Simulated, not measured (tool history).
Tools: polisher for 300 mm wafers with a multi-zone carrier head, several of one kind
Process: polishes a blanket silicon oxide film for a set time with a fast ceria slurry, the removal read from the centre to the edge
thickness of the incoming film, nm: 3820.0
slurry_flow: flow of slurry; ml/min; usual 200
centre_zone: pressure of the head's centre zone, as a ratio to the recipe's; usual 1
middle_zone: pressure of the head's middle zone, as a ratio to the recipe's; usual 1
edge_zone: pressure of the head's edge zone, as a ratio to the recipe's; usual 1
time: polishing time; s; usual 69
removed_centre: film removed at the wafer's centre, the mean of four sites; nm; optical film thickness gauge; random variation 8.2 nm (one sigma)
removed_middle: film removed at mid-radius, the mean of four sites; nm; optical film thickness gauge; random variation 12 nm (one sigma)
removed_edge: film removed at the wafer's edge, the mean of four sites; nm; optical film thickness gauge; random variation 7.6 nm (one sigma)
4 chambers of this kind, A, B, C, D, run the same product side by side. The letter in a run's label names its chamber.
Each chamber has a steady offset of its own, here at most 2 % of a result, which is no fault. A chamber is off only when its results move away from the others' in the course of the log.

run  hour  slurry_flow  centre_zone  middle_zone  edge_zone  time  removed_centre  removed_middle  removed_edge
 1C     2          200            1            1          1    69          1134.7          1136.1          1126
 2A   4.4          200            1            1          1    69          1125.3            1130        1145.9
 3D   8.5          200            1            1          1    69            1138          1112.7        1127.8
     11.2  -- chamber A: worn pad replaced by a new one
 4B  11.6          200            1            1          1    69          1132.4          1115.9          1142
 5B  15.7          200            1            1          1    69          1134.5          1136.9          1123
 6D  19.5          240            1         1.11          1    69          1173.3          1227.9        1160.5
 7A  21.5          240            1         1.11          1    69          1166.7          1280.4        1145.3
 8C  25.1          240            1         1.11          1    69          1175.5          1284.1        1141.1
 9A  29.5          240            1         1.11          1    69          1166.5          1277.7        1150.8
10C  32.9          200            1            1          1    69          1130.4          1126.9        1125.9
     36.3  -- chamber B: slurry nozzle cleaned
11D  37.3          200            1            1          1    69          1143.7          1113.8        1138.4
     38.1  -- chamber C: edge zone pressure recalibrated
12B  39.5          200            1            1       0.93    59          975.04          958.52        921.17
13A  41.8          200            1            1       0.93    59          949.17          962.03        937.89
14C  43.8          200            1            1       0.93    59          967.75          973.47        924.99
15D  47.2          200            1            1       0.93    59          973.64          962.71        930.69
16B  50.7          200            1            1       0.93    77            1257          1281.6        1206.8
17B  53.6          200            1            1       0.93    77          1276.9            1270        1206.2
18D  56.4          200            1            1       0.93    77          1276.3          1221.9        1215.2
     59.6  -- chamber D: worn pad replaced by a new one
19A  60.7          200            1            1       0.93    77          1239.3          1218.8        1213.9
20C  63.8          200            1            1          1    69          1128.9          1151.2        1143.8
21C  67.7          200            1            1          1    69            1148          1136.4        1116.8
22D  70.5          200         0.95            1          1    69          1070.6          1125.9        1126.7
     72.5  -- chamber B: worn pad replaced by a new one
23B  74.3          200         0.95            1          1    69          1074.6          1121.9        1130.1
24A  76.4          200         0.95            1          1    69          1024.4          1107.7        1093.1
25D  80.3          200         0.95            1          1    69          1099.4          1100.2        1125.1

Is one chamber off against the others, does the gauge drift, or is nothing wrong? If a chamber is off, say which, and what the likeliest cause is.

Chamber A drifts away from the others.
Cause: slurry flow missing at the pad, % = 28.3.
The log may not tell that from: removal rate lost through wear of the pad, %.

Here are 4 candidates for chamber A's next run, each the usual settings with a change, their results left as question marks. Which one brings its results back in line with what the others give on the usual settings?
In line means no further than this from the other chambers' mean on the usual settings: removed_centre 29 nm; removed_middle 43 nm; removed_edge 26 nm
26A-1  83.4          190         0.96         0.97       1.03    65               ?               ?             ?
26A-2  83.4          210         1.04         1.03       0.97    73               ?               ?             ?
26A-3  83.4          205         1.03         1.02       0.98    71               ?               ?             ?
26A-4  83.4          195         0.97         0.98       1.02    67               ?               ?             ?

The other chambers' mean on the usual settings: removed_centre 1135.6 nm; removed_middle 1128.6 nm; removed_edge 1130.6 nm
  run  removed_centre  removed_middle  removed_edge
26A-1          940.27          964.18        1045.1
26A-2          1178.7          1167.4        1153.7
26A-3          1128.4            1120        1124.3
26A-4          986.33          1008.7        1075.9
26A-3 brings the chamber back in line.

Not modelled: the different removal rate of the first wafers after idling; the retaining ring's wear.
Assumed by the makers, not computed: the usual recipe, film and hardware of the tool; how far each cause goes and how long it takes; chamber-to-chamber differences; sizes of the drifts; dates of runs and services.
